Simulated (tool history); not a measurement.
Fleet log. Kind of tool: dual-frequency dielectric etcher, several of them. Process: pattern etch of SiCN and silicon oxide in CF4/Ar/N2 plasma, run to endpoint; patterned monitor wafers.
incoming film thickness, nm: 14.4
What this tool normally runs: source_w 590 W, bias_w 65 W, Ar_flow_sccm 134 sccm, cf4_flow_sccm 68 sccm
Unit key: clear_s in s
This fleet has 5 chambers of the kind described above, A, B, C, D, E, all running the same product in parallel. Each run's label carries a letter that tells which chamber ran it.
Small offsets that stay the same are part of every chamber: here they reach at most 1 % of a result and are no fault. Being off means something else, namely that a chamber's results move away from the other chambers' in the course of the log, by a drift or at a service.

Run 1D, hour 8.0: usual settings. Result: clear_s 14.464 s.
Run 2E, hour 12.2: usual settings. Result: clear_s 14.345 s.
Run 3A, hour 20.0: usual settings. Result: clear_s 14.134 s.
At hour 22.9: chamber D: wet clean of the chamber.
Run 4C, hour 26.6: usual settings. Result: clear_s 14.419 s.
Run 5B, hour 33.3: usual settings but bias_w 59 W, cf4_flow_sccm 62 sccm. Result: clear_s 14.941 s.
At hour 35.7: chamber A: source power generator calibrated.
Run 6C, hour 42.5: usual settings but bias_w 59 W, cf4_flow_sccm 62 sccm. Result: clear_s 15.086 s.
Run 7D, hour 50.4: usual settings but bias_w 59 W, cf4_flow_sccm 62 sccm. Result: clear_s 15.291 s.
Run 8B, hour 56.5: usual settings but bias_w 59 W, cf4_flow_sccm 62 sccm. Result: clear_s 14.830 s.
Run 9A, hour 63.2: usual settings but bias_w 59 W, cf4_flow_sccm 62 sccm. Result: clear_s 14.797 s.
Run 10E, hour 72.3: usual settings. Result: clear_s 14.378 s.
Run 11D, hour 78.7: usual settings but source_w 700 W, cf4_flow_sccm 63 sccm. Result: clear_s 12.629 s.
Run 12C, hour 85.8: usual settings but source_w 700 W, cf4_flow_sccm 63 sccm. Result: clear_s 12.635 s.
Run 13A, hour 94.3: usual settings but source_w 700 W, cf4_flow_sccm 63 sccm. Result: clear_s 12.377 s.
At hour 98.4: chamber E: wet clean of the chamber.
Run 14B, hour 101.5: usual settings but source_w 700 W, cf4_flow_sccm 63 sccm. Result: clear_s 12.566 s.
Run 15E, hour 107.7: usual settings but source_w 700 W, cf4_flow_sccm 63 sccm. Result: clear_s 12.622 s.
Run 16B, hour 112.9: usual settings. Result: clear_s 14.360 s.
Run 17D, hour 120.2: usual settings. Result: clear_s 14.439 s.
Run 18A, hour 128.1: usual settings. Result: clear_s 14.326 s.
Run 19C, hour 134.5: usual settings. Result: clear_s 14.661 s.
Run 20E, hour 140.9: usual settings. Result: clear_s 14.345 s.
Run 21B, hour 148.5: usual settings. Result: clear_s 14.233 s.
Run 22A, hour 154.6: usual settings. Result: clear_s 14.265 s.
Run 23C, hour 161.9: usual settings. Result: clear_s 14.569 s.
Run 24D, hour 171.2: usual settings but cf4_flow_sccm 76 sccm. Result: clear_s 14.241 s.
Run 25E, hour 178.0: usual settings but cf4_flow_sccm 76 sccm. Result: clear_s 14.187 s.
Run 26E, hour 183.2: usual settings but cf4_flow_sccm 76 sccm. Result: clear_s 14.024 s.
Run 27C, hour 192.2: usual settings but cf4_flow_sccm 76 sccm. Result: clear_s 14.436 s.
Run 28D, hour 200.3: usual settings but cf4_flow_sccm 76 sccm. Result: clear_s 14.186 s.
At hour 201.5: chamber A: wet clean of the chamber.
Run 29A, hour 209.3: usual settings. Result: clear_s 14.336 s.
Run 30B, hour 213.7: usual settings. Result: clear_s 14.341 s.
Run 31A, hour 220.0: usual settings. Result: clear_s 14.247 s.
Run 32B, hour 226.5: usual settings. Result: clear_s 14.220 s.
Run 33E, hour 234.4: usual settings. Result: clear_s 14.318 s.
Run 34D, hour 241.9: usual settings but bias_w 54 W, cf4_flow_sccm 61 sccm. Result: clear_s 15.760 s.
Run 35C, hour 247.1: usual settings but bias_w 54 W, cf4_flow_sccm 61 sccm. Result: clear_s 16.091 s.
Run 36A, hour 253.4: usual settings but bias_w 54 W, cf4_flow_sccm 61 sccm. Result: clear_s 15.411 s.
Run 37D, hour 257.7: usual settings but bias_w 54 W, cf4_flow_sccm 61 sccm. Result: clear_s 15.681 s.
Run 38B, hour 263.5: usual settings but bias_w 54 W, cf4_flow_sccm 61 sccm. Result: clear_s 15.535 s.
Run 39E, hour 269.1: usual settings. Result: clear_s 14.461 s.

Is one chamber out of step, is the gauge drifting, or do the chambers differ by no more than their own small offsets? For an off chamber, give its letter and the likeliest cause.

It is chamber C that slowly wanders off from its peers.
Likeliest cause: source power that arrives under what is set, % = 3.74.
The log may not separate it from: etch rate under this chamber's usual, %.

Chamber C could run next with any of the 4 candidate recipes listed below; each alters the usual settings, and their results appear as question marks. Which one brings its results back in line with what the other chambers deliver on the usual settings?
In line means no further than this from the other chambers' mean on the usual settings: clear_s 0.230 s
Run 40C-1, hour 275.9: usual settings but Ar_flow_sccm 102 sccm, cf4_flow_sccm 84 sccm. Result: clear_s ?.
Run 40C-2, hour 275.9: usual settings but cf4_flow_sccm 44 sccm. Result: clear_s ?.
Run 40C-3, hour 275.9: usual settings but bias_w 58 W. Result: clear_s ?.
Run 40C-4, hour 275.9: usual settings but source_w 610 W, bias_w 66 W. Result: clear_s ?.

Mean of the other chambers on the usual settings: clear_s 14.327 s
  run  clear_s
40C-1   13.798
40C-2   16.116
40C-3   15.513
40C-4   14.419
It is 40C-4 that realigns the chamber with its peers.

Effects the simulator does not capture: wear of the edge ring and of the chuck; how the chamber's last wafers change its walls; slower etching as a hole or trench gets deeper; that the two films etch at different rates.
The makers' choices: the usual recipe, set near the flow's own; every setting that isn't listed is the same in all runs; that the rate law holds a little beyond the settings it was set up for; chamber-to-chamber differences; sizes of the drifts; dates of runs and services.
